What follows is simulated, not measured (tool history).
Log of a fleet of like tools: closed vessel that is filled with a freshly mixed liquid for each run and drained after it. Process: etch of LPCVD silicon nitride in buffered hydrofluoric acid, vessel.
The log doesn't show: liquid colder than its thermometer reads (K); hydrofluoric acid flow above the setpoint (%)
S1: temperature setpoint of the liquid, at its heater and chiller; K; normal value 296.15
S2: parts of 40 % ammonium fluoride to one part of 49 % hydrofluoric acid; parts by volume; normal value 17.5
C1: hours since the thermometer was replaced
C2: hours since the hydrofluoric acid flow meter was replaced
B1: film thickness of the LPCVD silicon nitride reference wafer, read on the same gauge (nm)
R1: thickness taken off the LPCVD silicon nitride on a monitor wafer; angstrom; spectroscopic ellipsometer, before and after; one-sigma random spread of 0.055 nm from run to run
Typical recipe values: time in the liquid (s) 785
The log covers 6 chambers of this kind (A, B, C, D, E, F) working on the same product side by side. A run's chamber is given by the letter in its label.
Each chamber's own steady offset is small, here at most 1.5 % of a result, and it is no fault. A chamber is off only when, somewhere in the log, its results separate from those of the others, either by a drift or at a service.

run 1C day=0.204 | S1=296.15 S2=17.5 time_in_the_liquid_(s)=785 | C1=2481.0 C2=43.8 | B1=29.996 | R1=65.015
run 2E day=0.508 | S1=296.15 S2=17.5 time_in_the_liquid_(s)=785 | C1=1710.5 C2=270.5 | B1=30.011 | R1=64.623
run 3A day=0.688 | S1=296.15 S2=17.5 time_in_the_liquid_(s)=785 | C1=1072.7 C2=983.7 | B1=30.013 | R1=65.964
run 4B day=0.862 | S1=296.15 S2=17.5 time_in_the_liquid_(s)=785 | C1=1242.2 C2=339.0 | B1=30.030 | R1=65.166
-- day=0.954 chamber D: hydrofluoric acid flow meter replaced
run 5F day=1.175 | S1=300.65 S2=12.0 time_in_the_liquid_(s)=785 | C1=848.8 C2=535.6 | B1=30.009 | R1=119.770
run 6D day=1.425 | S1=300.65 S2=12.0 time_in_the_liquid_(s)=785 | C1=630.2 C2=11.4 | B1=30.001 | R1=122.200
run 7D day=1.746 | S1=300.65 S2=12.0 time_in_the_liquid_(s)=785 | C1=637.9 C2=19.1 | B1=29.987 | R1=121.830
run 8C day=1.950 | S1=300.65 S2=12.0 time_in_the_liquid_(s)=785 | C1=2522.9 C2=85.7 | B1=29.985 | R1=121.320
run 9F day=2.283 | S1=300.65 S2=12.0 time_in_the_liquid_(s)=785 | C1=875.4 C2=562.2 | B1=30.005 | R1=119.160
run 10E day=2.438 | S1=300.65 S2=12.0 time_in_the_liquid_(s)=785 | C1=1756.8 C2=316.8 | B1=30.018 | R1=120.170
run 11A day=2.717 | S1=296.15 S2=23.0 time_in_the_liquid_(s)=970 | C1=1121.4 C2=1032.4 | B1=30.010 | R1=63.267
run 12B day=3.058 | S1=296.15 S2=23.0 time_in_the_liquid_(s)=970 | C1=1294.9 C2=391.7 | B1=30.010 | R1=62.793
run 13B day=3.358 | S1=296.15 S2=23.0 time_in_the_liquid_(s)=970 | C1=1302.1 C2=398.9 | B1=29.997 | R1=64.770
-- day=3.379 chamber F: thermometer replaced
run 14A day=3.546 | S1=296.15 S2=23.0 time_in_the_liquid_(s)=970 | C1=1141.3 C2=1052.3 | B1=29.991 | R1=63.866
run 15E day=3.888 | S1=296.15 S2=23.0 time_in_the_liquid_(s)=970 | C1=1791.6 C2=351.6 | B1=30.020 | R1=63.935
run 16F day=4.108 | S1=296.15 S2=23.0 time_in_the_liquid_(s)=970 | C1=17.6 C2=606.0 | B1=30.001 | R1=64.295
run 17D day=4.329 | S1=296.15 S2=17.5 time_in_the_liquid_(s)=785 | C1=699.9 C2=81.1 | B1=29.978 | R1=65.675
run 18C day=4.550 | S1=296.15 S2=17.5 time_in_the_liquid_(s)=785 | C1=2585.3 C2=148.1 | B1=30.000 | R1=65.555
run 19E day=4.867 | S1=296.15 S2=17.5 time_in_the_liquid_(s)=785 | C1=1815.1 C2=375.1 | B1=30.002 | R1=66.073
run 20A day=5.138 | S1=294.15 S2=17.5 time_in_the_liquid_(s)=975 | C1=1179.5 C2=1090.5 | B1=29.984 | R1=71.420
run 21C day=5.425 | S1=294.15 S2=17.5 time_in_the_liquid_(s)=975 | C1=2606.3 C2=169.1 | B1=29.993 | R1=72.226
run 22D day=5.746 | S1=294.15 S2=17.5 time_in_the_liquid_(s)=975 | C1=733.9 C2=115.1 | B1=30.015 | R1=72.905
run 23B day=6.083 | S1=294.15 S2=17.5 time_in_the_liquid_(s)=975 | C1=1367.5 C2=464.3 | B1=29.984 | R1=72.957
run 24F day=6.421 | S1=294.15 S2=17.5 time_in_the_liquid_(s)=975 | C1=73.1 C2=661.5 | B1=30.006 | R1=71.881
run 25F day=6.667 | S1=294.15 S2=17.5 time_in_the_liquid_(s)=975 | C1=79.0 C2=667.4 | B1=30.009 | R1=71.573
run 26C day=7.004 | S1=296.15 S2=17.5 time_in_the_liquid_(s)=785 | C1=2644.2 C2=207.0 | B1=30.010 | R1=66.008
run 27D day=7.229 | S1=298.65 S2=17.5 time_in_the_liquid_(s)=1215 | C1=769.5 C2=150.7 | B1=30.001 | R1=114.160
run 28E day=7.450 | S1=298.65 S2=17.5 time_in_the_liquid_(s)=1215 | C1=1877.1 C2=437.1 | B1=30.005 | R1=121.140
run 29B day=7.608 | S1=298.65 S2=17.5 time_in_the_liquid_(s)=1215 | C1=1404.1 C2=500.9 | B1=30.011 | R1=116.900
-- day=7.746 chamber C: thermometer replaced
run 30A day=7.771 | S1=298.65 S2=17.5 time_in_the_liquid_(s)=1215 | C1=1242.7 C2=1153.7 | B1=30.006 | R1=113.510
run 31B day=8.033 | S1=298.65 S2=17.5 time_in_the_liquid_(s)=1215 | C1=1414.3 C2=511.1 | B1=29.996 | R1=116.740
run 32E day=8.208 | S1=298.65 S2=17.5 time_in_the_liquid_(s)=1215 | C1=1895.3 C2=455.3 | B1=29.994 | R1=119.880
run 33A day=8.392 | S1=296.15 S2=17.5 time_in_the_liquid_(s)=785 | C1=1257.6 C2=1168.6 | B1=30.008 | R1=64.496
run 34C day=8.554 | S1=296.15 S2=17.5 time_in_the_liquid_(s)=785 | C1=19.5 C2=244.2 | B1=30.007 | R1=65.303
run 35F day=8.812 | S1=296.15 S2=17.5 time_in_the_liquid_(s)=785 | C1=130.5 C2=718.9 | B1=30.003 | R1=65.240
run 36D day=9.008 | S1=296.15 S2=17.5 time_in_the_liquid_(s)=785 | C1=812.2 C2=193.4 | B1=30.005 | R1=64.726
run 37E day=9.179 | S1=296.15 S2=17.5 time_in_the_liquid_(s)=785 | C1=1918.6 C2=478.6 | B1=29.984 | R1=68.858
run 38F day=9.404 | S1=296.15 S2=17.5 time_in_the_liquid_(s)=785 | C1=144.7 C2=733.1 | B1=30.014 | R1=65.235
run 39C day=9.696 | S1=296.15 S2=17.5 time_in_the_liquid_(s)=785 | C1=46.9 C2=271.6 | B1=30.004 | R1=65.996
run 40A day=9.946 | S1=296.15 S2=17.5 time_in_the_liquid_(s)=785 | C1=1294.9 C2=1205.9 | B1=29.977 | R1=64.047
run 41D day=10.258 | S1=296.15 S2=17.5 time_in_the_liquid_(s)=785 | C1=842.2 C2=223.4 | B1=30.009 | R1=65.724

Is one chamber off against the others, does the gauge drift, or is nothing wrong? If a chamber is off, say which, and what the likeliest cause is.

Little by little, chamber E moves away from the other chambers.
What lies behind it: hydrofluoric acid flow above the setpoint (%) = 8.35.
From this log alone, it may not be told apart from: liquid hotter than its thermometer reads (K).

Here are 4 candidates for chamber E's next run, each the usual settings with a change, their results left as question marks. Which one brings its results back in line with what the others give on the usual settings?
Allowed miss from the other chambers' usual-settings mean, per result, to count as in line: R1 1.900 angstrom
run 42E-1 day=10.500 | S1=297.65 S2=17.5 time_in_the_liquid_(s)=785 | R1=?
run 42E-2 day=10.500 | S1=296.65 S2=17.0 time_in_the_liquid_(s)=855 | R1=?
run 42E-3 day=10.500 | S1=295.15 S2=19.0 time_in_the_liquid_(s)=785 | R1=?
run 42E-4 day=10.500 | S1=296.15 S2=18.0 time_in_the_liquid_(s)=745 | R1=?

The other chambers' mean on the usual settings: R1 65.186 angstrom
run=42E-1 R1=76.005
run=42E-2 R1=80.730
run=42E-3 R1=61.162
run=42E-4 R1=64.674
The right change is 42E-4: it brings the chamber back within the allowed miss of the others.
